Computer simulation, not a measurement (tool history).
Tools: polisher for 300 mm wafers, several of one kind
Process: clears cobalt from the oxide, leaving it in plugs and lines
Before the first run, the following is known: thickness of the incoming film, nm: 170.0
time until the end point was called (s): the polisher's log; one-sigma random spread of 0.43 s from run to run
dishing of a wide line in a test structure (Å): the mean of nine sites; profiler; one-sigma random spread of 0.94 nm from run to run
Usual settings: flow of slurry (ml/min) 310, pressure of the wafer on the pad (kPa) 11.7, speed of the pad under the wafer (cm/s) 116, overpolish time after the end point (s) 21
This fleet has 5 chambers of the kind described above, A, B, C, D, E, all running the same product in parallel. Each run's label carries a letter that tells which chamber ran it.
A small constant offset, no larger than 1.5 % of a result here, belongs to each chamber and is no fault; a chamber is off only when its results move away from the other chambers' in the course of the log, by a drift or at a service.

run,day,flow of slurry (ml/min),pressure of the wafer on the pad (kPa),speed of the pad under the wafer (cm/s),overpolish time after the end point (s),wafers polished on this pad,hours since the slurry nozzle was cleaned,hours since the head pressure was calibrated,time until the end point was called (s),dishing of a wide line in a test structure (Å)
# day 0.142: chamber B: worn pad replaced by a new one
1C,0.379,310,11.7,116,21,111,353.5,492.2,28.271,462.91
2A,0.912,310,11.7,116,21,650,729.1,546.5,28.355,478.55
# day 0.983: chamber A: worn pad replaced by a new one
3D,1.375,310,11.7,116,21,475,82.2,75.5,29.314,487.23
4B,1.738,310,11.7,116,21,327,351.6,1046,29.378,468.42
5E,2.292,310,11.7,116,21,1296,588.9,501.8,29.793,480.46
6C,2.708,310,11.7,116,21,589,409.4,548.1,29.245,493.13
7E,3.062,310,11.7,116,21,1454,607.4,520.3,29.587,483.58
# day 3.196: chamber C: slurry nozzle cleaned
# day 3.388: chamber B: worn pad replaced by a new one
8B,3.575,310,11.7,116,21,39,395.7,1090.1,29.134,484.61
# day 3.875: chamber A: worn pad replaced by a new one
# day 3.954: chamber C: worn pad replaced by a new one
9D,4.004,310,11.7,116,21,1014,145.3,138.6,29.207,474.11
10A,4.308,310,11.7,116,21,89,810.6,628,28.247,477.03
# day 4.454: chamber D: worn pad replaced by a new one
11C,4.629,310,11.7,116,21,138,34.5,594.2,29.609,485.26
12E,5.046,310,11.7,116,21,1861,655,567.9,29.734,456.71
# day 5.162: chamber A: slurry nozzle cleaned
13D,5.575,310,11.7,116,21,230,183,176.3,28.744,488.17
14B,5.996,310,11.7,116,21,535,453.8,1148.2,29.09,456.62
15A,6.246,310,11.7,116,21,486,26.1,674.5,28.751,475.17
16B,6.496,310,11.7,116,21,637,465.8,1160.2,29.365,473.36
# day 6.892: chamber B: worn pad replaced by a new one
17C,6.992,310,11.7,116,21,622,91.2,650.9,29.176,474.85
18A,7.288,310,11.7,116,21,700,51.1,699.5,28.869,474.52
19D,7.604,400,11.7,116,11,646,231.7,225,28.469,372.74
# day 7.642: chamber A: worn pad replaced by a new one
20E,8.121,400,11.7,116,11,2491,728.8,641.7,30.703,357.56
21D,8.575,400,11.7,116,11,845,255,248.3,28.8,376.53
# day 8.796: chamber C: worn pad replaced by a new one
# day 8.833: chamber B: slurry nozzle cleaned
22B,9.112,400,11.7,116,11,456,6.7,1223,29.121,389.63
# day 9.338: chamber D: worn pad replaced by a new one
23C,9.525,400,11.7,116,11,150,152,711.7,28.577,384.57
24E,9.871,310,11.7,116,21,2850,770.8,683.7,32.383,454.48
25A,10.367,310,11.7,116,21,559,125,773.4,29.485,474.1
# day 10.479: chamber B: worn pad replaced by a new one
# day 10.804: chamber A: worn pad replaced by a new one
26D,10.9,310,11.7,116,21,321,310.8,304.1,29.374,478.85
# day 11.225: chamber B: head pressure recalibrated
27C,11.317,310,11.7,116,21,517,195,754.7,29.385,478.32
28B,11.846,375,9,116,21,280,72.3,14.9,36.928,426.15
# day 12.133: chamber E: slurry nozzle cleaned
29E,12.275,375,9,116,21,3343,3.4,741.4,41.208,431.75
30A,12.817,375,9,116,21,413,183.8,832.2,36.763,432.09
31A,13.375,375,9,116,21,527,197.2,845.6,36.83,444.87
# day 13.479: chamber B: worn pad replaced by a new one
32E,13.646,375,9,116,21,3624,36.3,774.3,40.646,435.75
# day 13.871: chamber D: worn pad replaced by a new one
# day 14: chamber C: worn pad replaced by a new one
33C,14.046,310,11.7,116,21,9,260.5,820.2,29.519,478.98
34D,14.358,310,11.7,116,21,99,393.8,387.1,28.694,468.65
35B,14.767,310,11.7,116,21,264,142.4,85,29.742,478.73
36B,15.021,310,11.7,116,21,316,148.5,91.1,29.352,460.34
37E,15.542,310,11.7,116,21,4013,81.8,819.8,33.096,472.39

Next, every chamber runs the same settings. What will each give?
38A,15.954,240,11.7,116,21,,,,?,?
38B,15.954,240,11.7,116,21,,,,?,?
38C,15.954,240,11.7,116,21,,,,?,?
38D,15.954,240,11.7,116,21,,,,?,?
38E,15.954,240,11.7,116,21,,,,?,?

run,time until the end point was called (s),dishing of a wide line in a test structure (Å)
38A,30.409,486.01
38B,30.05,460.83
38C,29.494,486.77
38D,29.204,461.46
38E,33.581,473.3
